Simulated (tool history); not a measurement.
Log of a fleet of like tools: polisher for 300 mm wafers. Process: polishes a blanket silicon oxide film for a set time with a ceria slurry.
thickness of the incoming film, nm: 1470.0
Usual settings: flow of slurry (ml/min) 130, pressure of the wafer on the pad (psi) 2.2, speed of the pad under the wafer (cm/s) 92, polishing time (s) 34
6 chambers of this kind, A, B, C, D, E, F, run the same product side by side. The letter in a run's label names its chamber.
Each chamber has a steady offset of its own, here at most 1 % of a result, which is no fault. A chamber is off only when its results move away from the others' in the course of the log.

run	hour	flow of slurry (ml/min)	pressure of the wafer on the pad (psi)	speed of the pad under the wafer (cm/s)	polishing time (s)	film removed (Å)
1C	10.6	130	2.2	92	34	817.19
2A	20.3	130	2.2	92	34	814.65
3F	30.9	130	2.2	92	34	801.34
# hour 36.7: chamber F: slurry nozzle cleaned
4D	39.2	130	2.2	92	34	827.97
# hour 39.5: chamber C: worn pad replaced by a new one
5B	49.5	130	2.2	92	34	813.44
# hour 53.7: chamber B: head pressure recalibrated
6E	55.7	130	2.2	92	34	816.06
7C	64	130	2.2	92	34	814.82
8E	69.6	130	2.2	92	34	808.91
9F	75.4	130	2.2	92	34	818.86
10B	83.7	130	2.2	92	34	817.92
11D	90.3	85	2.9	92	34	975.02
# hour 96.2: chamber B: worn pad replaced by a new one
12A	96.4	85	2.9	92	34	976.55
# hour 100.4: chamber E: worn pad replaced by a new one
# hour 101.9: chamber D: head pressure recalibrated
# hour 104.6: chamber F: worn pad replaced by a new one
13B	107.2	85	2.9	92	34	953.94
# hour 115.9: chamber D: slurry nozzle cleaned
# hour 118.1: chamber C: worn pad replaced by a new one
# hour 118.6: chamber A: worn pad replaced by a new one
14C	118.8	85	2.9	92	34	985.04
15F	124.2	85	2.9	92	34	973.27
16E	129.6	85	2.9	92	34	949.52
17D	136.3	130	2.2	92	34	778.58
18A	148	130	2.2	92	34	815.77
19D	155.7	130	2.2	92	34	782.15
20B	163.9	130	2.2	92	34	795.85
21C	171.9	130	2.2	92	34	831.97
22A	180.3	130	2.2	76	43	851.48
# hour 180.6: chamber A: head pressure recalibrated
23E	189.5	130	2.2	76	43	860.41
# hour 197.1: chamber C: worn pad replaced by a new one
24F	197.5	130	2.2	76	43	862.12
# hour 200.4: chamber F: worn pad replaced by a new one
25F	205.3	130	2.2	76	43	869.86
26C	216.3	130	2.2	76	43	857.44
# hour 219: chamber B: worn pad replaced by a new one
27D	221.7	130	2.2	76	43	795.64
28B	229.8	130	2.2	92	34	803.57
# hour 236.6: chamber F: head pressure recalibrated
29A	236.9	130	2.2	92	34	822.66
30E	244.5	130	2.2	92	34	817.91
31F	251.5	130	2.2	92	34	829.65
# hour 253.4: chamber E: worn pad replaced by a new one
32B	261.5	130	2.2	92	34	829.32
33C	272.2	130	2.2	92	34	816.55
# hour 281.3: chamber F: worn pad replaced by a new one
34A	283.3	130	2.2	92	34	811.29
35D	293.2	130	2.2	92	34	746.72
36E	299.1	130	2.2	92	34	813.42
# hour 300: chamber A: slurry nozzle cleaned
# hour 301.7: chamber A: worn pad replaced by a new one
37A	305.4	130	2.2	92	34	823.64
38F	315.3	130	1.7	92	34	637.28

Is one chamber off against the others, does the gauge drift, or is nothing wrong? If a chamber is off, say which, and what the likeliest cause is.

Chamber D drifts away from the others.
Cause: removal rate lost through wear of the pad, % = 11.6.

Here are 4 candidates for chamber D's next run, each the usual settings with a change, their results left as question marks. Which one brings its results back in line with what the others give on the usual settings?
In line means no further than this from the other chambers' mean on the usual settings: film removed (Å) 41
39D-1	323.7	130	2.4	98	36	?
39D-2	323.7	130	2.3	96	35	?
39D-3	323.7	130	2.1	88	33	?
39D-4	323.7	130	2	86	32	?

The other chambers' mean on the usual settings: film removed (Å) 817.53
run	film removed (Å)
39D-1	883.7
39D-2	806.61
39D-3	636.42
39D-4	574.45
39D-2 brings the chamber back in line.

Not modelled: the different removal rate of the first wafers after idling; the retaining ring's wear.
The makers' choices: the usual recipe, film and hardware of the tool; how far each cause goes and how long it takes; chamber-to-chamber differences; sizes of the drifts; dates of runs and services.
